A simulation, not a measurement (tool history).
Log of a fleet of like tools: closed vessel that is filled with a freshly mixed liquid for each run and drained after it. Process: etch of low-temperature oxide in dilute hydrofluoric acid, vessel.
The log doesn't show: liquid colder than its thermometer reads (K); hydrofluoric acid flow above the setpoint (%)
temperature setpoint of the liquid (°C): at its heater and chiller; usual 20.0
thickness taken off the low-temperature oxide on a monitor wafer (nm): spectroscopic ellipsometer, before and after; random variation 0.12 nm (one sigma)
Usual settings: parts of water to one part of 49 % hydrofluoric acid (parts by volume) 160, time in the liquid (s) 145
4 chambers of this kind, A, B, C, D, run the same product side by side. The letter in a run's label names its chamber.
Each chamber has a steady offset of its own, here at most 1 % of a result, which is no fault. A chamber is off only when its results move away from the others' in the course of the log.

run   hour  temperature setpoint of the liquid (°C)  parts of water to one part of 49 % hydrofluoric acid (parts by volume)  time in the liquid (s)  hours since the thermometer was replaced  hours since the hydrofluoric acid flow meter was replaced  read-back film thickness of the low-temperature oxide reference wafer, read on the same gauge (nm)  thickness taken off the low-temperature oxide on a monitor wafer (nm)
 1D   11.1                                     20.0                                                                     160                     145                                     614.5                                                      533.0                                                                                              149.99                                                                 14.095
 2B   20.4                                     20.0                                                                     160                     145                                    2161.7                                                     1835.5                                                                                              150.03                                                                 14.107
 3C   27.3                                     20.0                                                                     160                     145                                     589.5                                                      349.0                                                                                              150.01                                                                 14.024
      39.4  -- chamber B: hydrofluoric acid flow meter replaced
 4A   39.4                                     20.0                                                                     160                     145                                     126.0                                                      945.2                                                                                              150.01                                                                 13.952
 5C   44.9                                     20.0                                                                     160                     145                                     607.1                                                      366.6                                                                                              150.03                                                                 14.216
 6D   53.1                                     20.0                                                                     160                     145                                     656.5                                                      575.0                                                                                              149.97                                                                 14.275
 7A   65.3                                     20.0                                                                     160                     145                                     151.9                                                      971.1                                                                                              149.97                                                                 13.802
 8B   72.9                                     20.0                                                                     160                     145                                    2214.2                                                       33.5                                                                                              149.99                                                                 13.848
 9D   82.3                                     20.0                                                                     160                     145                                     685.7                                                      604.2                                                                                              150.00                                                                 14.150
10A   89.4                                     20.0                                                                     160                     145                                     176.0                                                      995.2                                                                                              150.02                                                                 14.158
11C   97.5                                     20.0                                                                     160                     145                                     659.7                                                      419.2                                                                                              150.03                                                                 13.968
12B  107.3                                     20.0                                                                     160                     145                                    2248.6                                                       67.9                                                                                              149.99                                                                 14.204
13D  113.6                                     22.5                                                                     105                     145                                     717.0                                                      635.5                                                                                              149.99                                                                 25.414
14B  122.3                                     22.5                                                                     105                     145                                    2263.6                                                       82.9                                                                                              149.99                                                                 25.362
15C  134.4                                     22.5                                                                     105                     145                                     696.6                                                      456.1                                                                                              149.99                                                                 24.987
16A  146.5                                     22.5                                                                     105                     145                                     233.1                                                     1052.3                                                                                              149.98                                                                 25.419
17D  154.1                                     20.0                                                                     160                     145                                     757.5                                                      676.0                                                                                              150.00                                                                 14.090
18C  162.3                                     20.0                                                                     230                     195                                     724.5                                                      484.0                                                                                              150.01                                                                 11.890
19A  171.5                                     20.0                                                                     230                     195                                     258.1                                                     1077.3                                                                                              150.01                                                                 12.136
20B  183.7                                     20.0                                                                     230                     195                                    2325.0                                                      144.3                                                                                              150.00                                                                 12.268
21B  189.9                                     20.0                                                                     230                     195                                    2331.2                                                      150.5                                                                                              150.00                                                                 12.455
     190.9  -- chamber D: thermometer replaced
22A  200.3                                     20.0                                                                     160                     145                                     286.9                                                     1106.1                                                                                              150.01                                                                 13.946
     206.6  -- chamber B: thermometer replaced
23D  207.4                                     20.0                                                                     160                     145                                      16.6                                                      729.3                                                                                              150.00                                                                 14.232
24C  213.7                                     20.0                                                                     160                     145                                     775.9                                                      535.4                                                                                              150.01                                                                 13.625
25C  219.5                                     20.0                                                                     160                     145                                     781.7                                                      541.2                                                                                              150.00                                                                 13.555
26B  228.7                                     20.0                                                                     160                     145                                      22.2                                                      189.3                                                                                              150.02                                                                 14.172
27D  240.4                                     20.0                                                                     160                     145                                      49.6                                                      762.3                                                                                              149.96                                                                 14.180
28A  248.5                                     20.0                                                                     160                     145                                     335.1                                                     1154.3                                                                                              149.99                                                                 13.964
29D  258.4                                     20.0                                                                     160                     145                                      67.6                                                      780.3                                                                                              150.01                                                                 14.233
30C  270.3                                     20.0                                                                      85                     225                                     832.5                                                      592.0                                                                                              150.00                                                                 43.415
31B  280.5                                     20.0                                                                      85                     225                                      74.0                                                      241.1                                                                                              149.97                                                                 44.928
32A  289.1                                     20.0                                                                      85                     225                                     375.7                                                     1194.9                                                                                              149.99                                                                 44.581
33C  300.7                                     20.0                                                                      85                     225                                     862.9                                                      622.4                                                                                              149.99                                                                 43.124
34A  308.7                                     20.0                                                                     160                     145                                     395.3                                                     1214.5                                                                                              150.00                                                                 14.174
     313.1  -- chamber A: hydrofluoric acid flow meter replaced
35D  320.1                                     20.0                                                                     160                     145                                     129.3                                                      842.0                                                                                              149.99                                                                 13.921
36B  327.2                                     20.0                                                                     160                     145                                     120.7                                                      287.8                                                                                              149.98                                                                 14.083
37C  335.9                                     20.0                                                                     160                     145                                     898.1                                                      657.6                                                                                              149.98                                                                 13.240
38A  343.0                                     20.0                                                                     160                     145                                     429.6                                                       29.9                                                                                              149.99                                                                 13.737

Next, every chamber runs the same settings. What will each give?
39A  351.7                                     23.5                                                                     160                     145                                                                                                                                                                                                                                                                               ?
39B  351.7                                     23.5                                                                     160                     145                                                                                                                                                                                                                                                                               ?
39C  351.7                                     23.5                                                                     160                     145                                                                                                                                                                                                                                                                               ?
39D  351.7                                     23.5                                                                     160                     145                                                                                                                                                                                                                                                                               ?

run  thickness taken off the low-temperature oxide on a monitor wafer (nm)
39A                                                                 16.085
39B                                                                 16.142
39C                                                                 15.389
39D                                                                 16.082
